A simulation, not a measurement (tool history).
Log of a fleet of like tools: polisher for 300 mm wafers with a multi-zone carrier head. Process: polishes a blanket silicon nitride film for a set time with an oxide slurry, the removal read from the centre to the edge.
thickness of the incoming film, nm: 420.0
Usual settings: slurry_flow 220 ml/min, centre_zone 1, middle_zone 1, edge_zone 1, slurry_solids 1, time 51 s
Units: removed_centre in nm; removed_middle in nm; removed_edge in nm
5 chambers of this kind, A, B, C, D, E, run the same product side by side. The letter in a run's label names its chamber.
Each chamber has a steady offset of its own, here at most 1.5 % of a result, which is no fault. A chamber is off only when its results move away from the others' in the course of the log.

| run | hour | slurry_flow | centre_zone | middle_zone | edge_zone | slurry_solids | time | removed_centre | removed_middle | removed_edge |
|---|---|---|---|---|---|---|---|---|---|---|
| 1E | 10.1 | 220 | 1 | 1 | 1 | 1 | 51 | 37.288 | 37.527 | 37.011 |
| 2B | 14.5 | 220 | 1 | 1 | 1 | 1 | 51 | 37.558 | 37.149 | 37.149 |
| 3D | 22.3 | 220 | 1 | 1 | 1 | 1 | 51 | 36.379 | 37.675 | 37.253 |
|  | 25.8 | chamber E: worn pad replaced by a new one |
| 4C | 29.3 | 220 | 1 | 1 | 1 | 1 | 51 | 37.676 | 36.596 | 36.768 |
| 5A | 34.2 | 220 | 1 | 1 | 1 | 1 | 51 | 37.409 | 37.13 | 37.345 |
| 6C | 43.4 | 220 | 1 | 1 | 1 | 1 | 51 | 36.13 | 36.457 | 36.525 |
| 7B | 53.5 | 220 | 1 | 1 | 1 | 1 | 51 | 35.63 | 36.925 | 36.908 |
|  | 56.1 | chamber D: worn pad replaced by a new one |
|  | 59.4 | chamber C: worn pad replaced by a new one |
| 8A | 61.9 | 220 | 1 | 1 | 1 | 1 | 51 | 37.066 | 35.708 | 37.289 |
| 9E | 68.8 | 220 | 1 | 1 | 1 | 1 | 51 | 37.689 | 36.876 | 37.279 |
| 10D | 74.7 | 220 | 1 | 1 | 1 | 1 | 51 | 36.187 | 36.436 | 37.44 |
| 11B | 79.6 | 220 | 1 | 1 | 1 | 1 | 51 | 36.599 | 37.492 | 37.397 |
| 12A | 89.2 | 220 | 1 | 1 | 1 | 1 | 51 | 37.429 | 37.637 | 37.302 |
| 13D | 95.4 | 220 | 1 | 1 | 1 | 1 | 51 | 37.525 | 36.089 | 37.211 |
|  | 98.8 | chamber B: worn pad replaced by a new one |
| 14E | 101.8 | 220 | 1 | 1 | 1 | 1 | 51 | 37.2 | 36.755 | 37.115 |
|  | 104.5 | chamber B: edge zone pressure recalibrated |
|  | 107 | chamber E: centre zone pressure recalibrated |
|  | 107.9 | chamber D: centre zone pressure recalibrated |
| 15C | 109.4 | 220 | 1 | 1 | 1 | 1 | 51 | 38.267 | 37.742 | 36.927 |
|  | 115 | chamber B: slurry nozzle cleaned |
| 16B | 115.6 | 220 | 1 | 1 | 1 | 1 | 51 | 36.475 | 37.319 | 37.079 |
| 17E | 121.1 | 220 | 1 | 1 | 1 | 1 | 51 | 36.869 | 37.233 | 36.844 |
|  | 124.1 | chamber B: centre zone pressure recalibrated |
| 18C | 126.7 | 220 | 1 | 1 | 1 | 1 | 51 | 36.075 | 37.191 | 37.648 |
|  | 134.2 | chamber E: worn pad replaced by a new one |
| 19D | 136.3 | 220 | 1.07 | 1 | 1 | 1 | 63 | 49.96 | 46.695 | 45.915 |
|  | 136.6 | chamber D: worn pad replaced by a new one |
|  | 139.9 | chamber A: worn pad replaced by a new one |
| 20A | 140.9 | 220 | 1.07 | 1 | 1 | 1 | 63 | 50.23 | 45.723 | 45.257 |
|  | 142.6 | chamber A: slurry nozzle cleaned |
| 21C | 149.9 | 220 | 1.07 | 1 | 1 | 1 | 63 | 46.969 | 46.004 | 45.862 |
| 22D | 160 | 220 | 1.07 | 1 | 1 | 1 | 63 | 49.493 | 44.823 | 45.433 |
| 23E | 169.2 | 220 | 1.07 | 1 | 1 | 1 | 63 | 50.296 | 45.425 | 46.345 |
| 24A | 175.2 | 220 | 1 | 1 | 1 | 1 | 51 | 37.157 | 37.599 | 37.462 |
|  | 178.1 | chamber C: slurry nozzle cleaned |
| 25B | 181.5 | 220 | 1 | 1 | 1 | 1 | 51 | 36.751 | 38.497 | 36.604 |
| 26D | 189.1 | 220 | 1 | 1 | 1 | 1 | 51 | 36.249 | 36.753 | 36.95 |
| 27B | 195.7 | 220 | 1 | 1 | 1 | 1 | 51 | 37.24 | 37.442 | 36.985 |
|  | 201.4 | chamber D: worn pad replaced by a new one |
|  | 202.5 | chamber C: worn pad replaced by a new one |
| 28A | 204.7 | 220 | 1 | 1 | 1 | 1 | 51 | 37.601 | 37.561 | 37.607 |
| 29C | 209.8 | 220 | 1 | 1 | 1 | 1 | 51 | 33.787 | 37.115 | 37.21 |
| 30E | 219.7 | 220 | 1 | 1 | 1 | 1 | 51 | 36.612 | 37.184 | 37.527 |
| 31B | 229.9 | 220 | 1 | 1 | 1 | 1 | 51 | 37.087 | 37.811 | 37.576 |
| 32E | 237.7 | 220 | 1 | 1 | 1 | 1 | 51 | 37.602 | 37.667 | 37.205 |
| 33A | 246.3 | 220 | 1 | 1.05 | 1 | 1 | 51 | 37.016 | 39.11 | 37.163 |
| 34D | 250.7 | 220 | 1 | 1.05 | 1 | 1 | 51 | 35.686 | 37.991 | 37.41 |
|  | 254.6 | chamber E: slurry nozzle cleaned |
| 35C | 257.4 | 220 | 1 | 1.05 | 1 | 1 | 51 | 32.646 | 39.482 | 37.733 |
|  | 261.4 | chamber E: worn pad replaced by a new one |
| 36E | 265.9 | 220 | 1 | 1.05 | 1 | 1 | 51 | 36.053 | 38.955 | 36.774 |

What goes on in this fleet: one chamber off, a drifting gauge, or nothing beyond the chambers' own small offsets? Name the chamber and the cause, if any.

Chamber C drifts away from the others.
Cause: centre zone's pressure below its setpoint, % = 12.3.

Here are 4 candidates for chamber C's next run, each the usual settings with a change, their results left as question marks. Which one brings its results back in line with what the others give on the usual settings?
In line means no further than this from the other chambers' mean on the usual settings: removed_centre 1.8 nm; removed_middle 1.8 nm; removed_edge 1.1 nm
| 37C-1 | 273.2 | 205 | 0.83 | 1.03 | 1.07 | 1 | 50 | ? | ? | ? |
| 37C-2 | 273.2 | 240 | 1.17 | 0.95 | 0.89 | 1 | 54 | ? | ? | ? |
| 37C-3 | 273.2 | 230 | 1.11 | 0.98 | 0.96 | 1 | 52 | ? | ? | ? |
| 37C-4 | 273.2 | 210 | 0.89 | 1.02 | 1.04 | 1 | 50 | ? | ? | ? |

The other chambers' mean on the usual settings: removed_centre 37.071 nm; removed_middle 37.21 nm; removed_edge 37.121 nm
| run | removed_centre | removed_middle | removed_edge |
|---|---|---|---|
| 37C-1 | 25.07 | 36.784 | 37.788 |
| 37C-2 | 40.602 | 37.559 | 37.674 |
| 37C-3 | 36.698 | 37.039 | 37.545 |
| 37C-4 | 27.234 | 36.563 | 37.308 |
37C-3 brings the chamber back in line.

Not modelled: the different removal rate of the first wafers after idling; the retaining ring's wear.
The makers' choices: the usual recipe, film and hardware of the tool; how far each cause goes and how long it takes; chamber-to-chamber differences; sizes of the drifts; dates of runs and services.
